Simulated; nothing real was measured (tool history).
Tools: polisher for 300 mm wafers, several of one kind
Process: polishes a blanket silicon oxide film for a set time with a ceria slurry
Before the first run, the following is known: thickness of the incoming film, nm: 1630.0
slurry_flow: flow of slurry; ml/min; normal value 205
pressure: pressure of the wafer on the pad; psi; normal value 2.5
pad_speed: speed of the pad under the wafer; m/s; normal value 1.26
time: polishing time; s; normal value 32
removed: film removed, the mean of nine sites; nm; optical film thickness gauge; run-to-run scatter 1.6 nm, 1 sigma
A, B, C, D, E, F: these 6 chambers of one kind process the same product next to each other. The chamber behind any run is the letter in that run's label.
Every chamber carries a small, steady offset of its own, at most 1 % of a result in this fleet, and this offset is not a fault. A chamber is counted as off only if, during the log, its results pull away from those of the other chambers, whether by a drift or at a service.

run   hour  slurry_flow  pressure  pad_speed  time  wafers polished on this pad  hours since the slurry nozzle was cleaned  hours since the head pressure was calibrated  removed
 1F   10.7          205       2.5       1.26    32                          333                                      488.5                                         834.5  114.440
      12.3  -- chamber E: worn pad replaced by a new one
      16.0  -- chamber B: worn pad replaced by a new one
 2C   19.2          205       2.5       1.26    32                          779                                       25.6                                         181.5  116.400
 3E   28.4          205       2.5       1.26    32                          222                                      538.9                                        1388.8  113.080
      34.4  -- chamber C: worn pad replaced by a new one
 4D   34.8          205       2.5       1.26    32                          707                                      337.3                                         470.5  113.270
      41.0  -- chamber A: worn pad replaced by a new one
 5A   47.3          205       2.5       1.26    32                           87                                       65.7                                         197.3  116.750
      47.7  -- chamber D: worn pad replaced by a new one
 6B   55.4          205       2.5       1.26    32                          541                                      273.2                                         464.2  114.200
 7A   61.8          205       2.5       1.26    32                          286                                       80.2                                         211.8  116.100
 8E   67.6          205       2.5       1.26    32                          760                                      578.1                                        1428.0  115.900
 9F   75.5          205       2.5       1.26    32                         1223                                      553.3                                         899.3  116.710
      77.7  -- chamber F: worn pad replaced by a new one
10C   86.5          205       2.5       1.26    32                          716                                       92.9                                         248.8  114.420
11D   97.3          205       2.5       1.26    32                          682                                      399.8                                         533.0  111.590
     103.4  -- chamber E: worn pad replaced by a new one
     105.6  -- chamber D: worn pad replaced by a new one
12B  108.9          205       2.5       1.26    32                         1276                                      326.7                                         517.7  112.580
     110.1  -- chamber B: worn pad replaced by a new one
     111.9  -- chamber C: worn pad replaced by a new one
     117.1  -- chamber A: worn pad replaced by a new one
13A  119.2          205       2.5       1.26    32                           30                                      137.6                                         269.2  116.810
14E  125.5          205       2.5       1.26    32                          304                                      636.0                                        1485.9  117.570
15C  133.5          205       2.5       1.26    32                          297                                      139.9                                         295.8  115.480
16F  144.9          205       2.5       1.26    32                          922                                      622.7                                         968.7  122.280
     150.4  -- chamber F: slurry nozzle cleaned
17B  150.8          205       2.5       1.26    32                          559                                      368.6                                         559.6  115.770
     154.5  -- chamber E: head pressure recalibrated
     158.0  -- chamber F: worn pad replaced by a new one
18D  158.2          205       2.5       1.26    32                          722                                      460.7                                         593.9  115.240
19D  167.0          205       2.5       1.26    32                          843                                      469.5                                         602.7  111.240
20B  174.6          205       2.5       1.26    32                          886                                      392.4                                         583.4  116.080
     175.9  -- chamber D: worn pad replaced by a new one
     176.8  -- chamber A: worn pad replaced by a new one
     181.2  -- chamber C: worn pad replaced by a new one
     184.7  -- chamber E: worn pad replaced by a new one
21A  186.9          205       2.5       1.26    32                          138                                      205.3                                         336.9  114.100
     189.0  -- chamber B: slurry nozzle cleaned
     193.5  -- chamber B: worn pad replaced by a new one
22C  196.2          205       1.7       1.26    28                          206                                      202.6                                         358.5   69.304
23E  205.4          205       1.7       1.26    28                          285                                      715.9                                          50.9   67.998
24F  211.8          205       1.7       1.26    28                          739                                       61.5                                        1035.6   73.122
25A  219.2          205       1.7       1.26    28                          582                                      237.6                                         369.2   68.778
     222.8  -- chamber C: head pressure recalibrated
26B  229.0          205       1.7       1.26    28                          488                                       40.0                                         637.8   69.082
     233.9  -- chamber A: worn pad replaced by a new one
     238.0  -- chamber D: worn pad replaced by a new one
27E  241.5          205       1.7       1.26    28                          781                                      752.0                                          87.0   67.197
     246.5  -- chamber C: worn pad replaced by a new one
28F  249.9          205       2.5       1.26    32                         1262                                       99.6                                        1073.7  125.440
     255.8  -- chamber F: worn pad replaced by a new one
     259.9  -- chamber E: worn pad replaced by a new one
29D  262.4          205       2.5       1.26    32                          336                                      564.9                                         698.1  115.960
30C  272.9          205       2.5       1.26    32                          362                                      279.3                                          50.1  117.330
     276.5  -- chamber B: head pressure recalibrated
31D  278.9          205       2.5       1.26    32                          562                                      581.4                                         714.6  112.960
     284.4  -- chamber B: worn pad replaced by a new one
32F  284.6          205       2.5       1.26    32                          396                                      134.3                                        1108.4  127.410
33B  292.0          205       2.5       1.26    32                          104                                      103.0                                          15.6  118.440
34E  299.1          205       2.5       1.26    32                          539                                      809.6                                         144.6  116.620
     303.2  -- chamber A: worn pad replaced by a new one
35A  304.6          205       2.5       1.26    32                           19                                      323.0                                         454.6  113.730
     310.2  -- chamber C: worn pad replaced by a new one
36C  311.9          205       1.9       1.26    32                           23                                      318.3                                          89.1   86.966
37E  320.7          205       1.9       1.26    32                          836                                      831.2                                         166.2   86.563
38B  332.4          205       1.9       1.26    32                          659                                      143.4                                          56.0   88.416

Read the log: is a single chamber off, either drifting away or since a service, is the gauge that measures every chamber drifting, or is nothing wrong beyond small per-chamber offsets? Name any odd chamber and what most likely caused it.

Chamber F drifts away from the others.
Likeliest cause: head's pressure above its setpoint, % = 12.4.

Chamber F could run next with any of the 4 candidate recipes listed below; each alters the usual settings, and their results appear as question marks. Which one brings its results back in line with what the other chambers deliver on the usual settings?
To be in line, a result may differ from the other chambers' mean on the usual settings by at most: removed 5.600 nm
39F-1  341.6          205       2.5       1.10    32                                                                                                                              ?
39F-2  341.6          205       2.5       1.34    34                                                                                                                              ?
39F-3  341.6          205       2.5       1.30    32                                                                                                                              ?
39F-4  341.6          205       2.5       1.22    32                                                                                                                              ?

The mean the other chambers reach with the usual settings: removed 115.010 nm
  run  removed
39F-1  112.570
39F-2  145.570
39F-3  132.940
39F-4  124.790
With 39F-1, the chamber falls back in line with the rest.
